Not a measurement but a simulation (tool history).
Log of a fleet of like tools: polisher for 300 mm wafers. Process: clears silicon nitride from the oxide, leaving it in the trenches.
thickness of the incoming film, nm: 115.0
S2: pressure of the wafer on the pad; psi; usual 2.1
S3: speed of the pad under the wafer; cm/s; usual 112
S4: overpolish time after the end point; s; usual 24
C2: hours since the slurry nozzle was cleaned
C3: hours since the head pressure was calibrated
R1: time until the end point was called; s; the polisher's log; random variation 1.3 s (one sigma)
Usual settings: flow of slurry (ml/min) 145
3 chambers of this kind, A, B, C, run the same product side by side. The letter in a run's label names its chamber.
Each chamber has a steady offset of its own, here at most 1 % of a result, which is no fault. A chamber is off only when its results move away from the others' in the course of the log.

run 1C hour=6.8 | flow_of_slurry_(ml/min)=145 S2=2.1 S3=112 S4=24 | wafers_polished_on_this_pad=135 C2=562.4 C3=112.7 | R1=130.03
run 2A hour=15 | flow_of_slurry_(ml/min)=145 S2=2.1 S3=112 S4=24 | wafers_polished_on_this_pad=563 C2=189.2 C3=143.8 | R1=130.35
run 3B hour=23.8 | flow_of_slurry_(ml/min)=145 S2=2.1 S3=112 S4=24 | wafers_polished_on_this_pad=194 C2=64.8 C3=1370.3 | R1=129.51
run 4B hour=31.7 | flow_of_slurry_(ml/min)=145 S2=2.1 S3=112 S4=24 | wafers_polished_on_this_pad=256 C2=72.7 C3=1378.2 | R1=130.18
run 5C hour=42.6 | flow_of_slurry_(ml/min)=145 S2=2.1 S3=112 S4=24 | wafers_polished_on_this_pad=414 C2=598.2 C3=148.5 | R1=132
run 6A hour=52.8 | flow_of_slurry_(ml/min)=145 S2=2.1 S3=112 S4=24 | wafers_polished_on_this_pad=857 C2=227 C3=181.6 | R1=129.89
-- hour=54.9 chamber C: slurry nozzle cleaned
run 7C hour=62.7 | flow_of_slurry_(ml/min)=145 S2=2.1 S3=112 S4=24 | wafers_polished_on_this_pad=571 C2=7.9 C3=168.6 | R1=130.42
run 8B hour=73.9 | flow_of_slurry_(ml/min)=145 S2=2.1 S3=112 S4=24 | wafers_polished_on_this_pad=585 C2=114.9 C3=1420.4 | R1=131.59
run 9A hour=84.8 | flow_of_slurry_(ml/min)=145 S2=2.1 S3=112 S4=24 | wafers_polished_on_this_pad=1107 C2=259 C3=213.6 | R1=131.06
-- hour=93.4 chamber B: worn pad replaced by a new one
-- hour=94.3 chamber C: worn pad replaced by a new one
run 10A hour=95.9 | flow_of_slurry_(ml/min)=100 S2=2.1 S3=112 S4=17 | wafers_polished_on_this_pad=1193 C2=270.1 C3=224.7 | R1=143.95
run 11C hour=101.1 | flow_of_slurry_(ml/min)=100 S2=2.1 S3=112 S4=17 | wafers_polished_on_this_pad=53 C2=46.3 C3=207 | R1=138.6
run 12B hour=112.1 | flow_of_slurry_(ml/min)=100 S2=2.1 S3=112 S4=17 | wafers_polished_on_this_pad=146 C2=153.1 C3=1458.6 | R1=143.3
-- hour=112.7 chamber A: worn pad replaced by a new one
run 13C hour=118.1 | flow_of_slurry_(ml/min)=145 S2=2.1 S3=112 S4=24 | wafers_polished_on_this_pad=186 C2=63.3 C3=224 | R1=130.07
run 14A hour=125.6 | flow_of_slurry_(ml/min)=145 S2=2.1 S3=112 S4=24 | wafers_polished_on_this_pad=101 C2=299.8 C3=254.4 | R1=132.48
-- hour=132.4 chamber B: head pressure recalibrated
run 15B hour=134.3 | flow_of_slurry_(ml/min)=145 S2=2.1 S3=112 S4=24 | wafers_polished_on_this_pad=319 C2=175.3 C3=1.9 | R1=143.62
run 16C hour=141.3 | flow_of_slurry_(ml/min)=145 S2=2.1 S3=112 S4=24 | wafers_polished_on_this_pad=366 C2=86.5 C3=247.2 | R1=128.66
run 17B hour=149.7 | flow_of_slurry_(ml/min)=145 S2=1.5 S3=112 S4=24 | wafers_polished_on_this_pad=439 C2=190.7 C3=17.3 | R1=203.79
run 18A hour=159.7 | flow_of_slurry_(ml/min)=145 S2=1.5 S3=112 S4=24 | wafers_polished_on_this_pad=367 C2=333.9 C3=288.5 | R1=186.63
run 19B hour=164.9 | flow_of_slurry_(ml/min)=145 S2=1.5 S3=112 S4=24 | wafers_polished_on_this_pad=557 C2=205.9 C3=32.5 | R1=203.54
run 20C hour=174.6 | flow_of_slurry_(ml/min)=145 S2=2.1 S3=112 S4=24 | wafers_polished_on_this_pad=626 C2=119.8 C3=280.5 | R1=129.77
run 21A hour=186.2 | flow_of_slurry_(ml/min)=145 S2=2.1 S3=112 S4=24 | wafers_polished_on_this_pad=573 C2=360.4 C3=315 | R1=132.61
run 22A hour=192.5 | flow_of_slurry_(ml/min)=145 S2=2.1 S3=112 S4=24 | wafers_polished_on_this_pad=622 C2=366.7 C3=321.3 | R1=130.68
-- hour=193.5 chamber B: worn pad replaced by a new one
run 23B hour=200.3 | flow_of_slurry_(ml/min)=145 S2=2.1 S3=112 S4=24 | wafers_polished_on_this_pad=53 C2=241.3 C3=67.9 | R1=146.14
run 24C hour=206.2 | flow_of_slurry_(ml/min)=145 S2=2.1 S3=112 S4=24 | wafers_polished_on_this_pad=872 C2=151.4 C3=312.1 | R1=130.48
-- hour=213.1 chamber C: worn pad replaced by a new one
run 25C hour=214.4 | flow_of_slurry_(ml/min)=145 S2=2.1 S3=112 S4=24 | wafers_polished_on_this_pad=10 C2=159.6 C3=320.3 | R1=130.64
run 26A hour=223 | flow_of_slurry_(ml/min)=145 S2=2.1 S3=112 S4=24 | wafers_polished_on_this_pad=860 C2=397.2 C3=351.8 | R1=133.77
run 27B hour=231.8 | flow_of_slurry_(ml/min)=145 S2=2.1 S3=112 S4=24 | wafers_polished_on_this_pad=298 C2=272.8 C3=99.4 | R1=145.73
run 28C hour=239.9 | flow_of_slurry_(ml/min)=145 S2=2.1 S3=112 S4=24 | wafers_polished_on_this_pad=209 C2=185.1 C3=345.8 | R1=129.1
run 29A hour=245.4 | flow_of_slurry_(ml/min)=145 S2=2.1 S3=112 S4=24 | wafers_polished_on_this_pad=1034 C2=419.6 C3=374.2 | R1=133.45
run 30B hour=252.2 | flow_of_slurry_(ml/min)=145 S2=2.1 S3=112 S4=24 | wafers_polished_on_this_pad=457 C2=293.2 C3=119.8 | R1=147.67
run 31C hour=262.8 | flow_of_slurry_(ml/min)=145 S2=2.1 S3=112 S4=24 | wafers_polished_on_this_pad=387 C2=208 C3=368.7 | R1=130.43
run 32B hour=274.3 | flow_of_slurry_(ml/min)=120 S2=2.1 S3=112 S4=37 | wafers_polished_on_this_pad=629 C2=315.3 C3=141.9 | R1=152.26
run 33A hour=283 | flow_of_slurry_(ml/min)=120 S2=2.1 S3=112 S4=37 | wafers_polished_on_this_pad=1328 C2=457.2 C3=411.8 | R1=138.8
-- hour=290.5 chamber C: head pressure recalibrated
-- hour=291.3 chamber B: worn pad replaced by a new one
run 34C hour=294.2 | flow_of_slurry_(ml/min)=120 S2=2.1 S3=112 S4=37 | wafers_polished_on_this_pad=632 C2=239.4 C3=3.7 | R1=134.09
-- hour=298.2 chamber A: worn pad replaced by a new one
run 35B hour=304.4 | flow_of_slurry_(ml/min)=145 S2=2.1 S3=112 S4=24 | wafers_polished_on_this_pad=102 C2=345.4 C3=172 | R1=145.21
run 36A hour=312.3 | flow_of_slurry_(ml/min)=145 S2=2.1 S3=112 S4=24 | wafers_polished_on_this_pad=110 C2=486.5 C3=441.1 | R1=131.93
run 37A hour=322.5 | flow_of_slurry_(ml/min)=145 S2=2.1 S3=112 S4=24 | wafers_polished_on_this_pad=189 C2=496.7 C3=451.3 | R1=129.44

Next, every chamber runs the same settings. What will each give?
run 38A hour=330.8 | flow_of_slurry_(ml/min)=145 S2=2.1 S3=112 S4=24 | R1=?
run 38B hour=330.8 | flow_of_slurry_(ml/min)=145 S2=2.1 S3=112 S4=24 | R1=?
run 38C hour=330.8 | flow_of_slurry_(ml/min)=145 S2=2.1 S3=112 S4=24 | R1=?

run=38A R1=132.13
run=38B R1=145.12
run=38C R1=131.72

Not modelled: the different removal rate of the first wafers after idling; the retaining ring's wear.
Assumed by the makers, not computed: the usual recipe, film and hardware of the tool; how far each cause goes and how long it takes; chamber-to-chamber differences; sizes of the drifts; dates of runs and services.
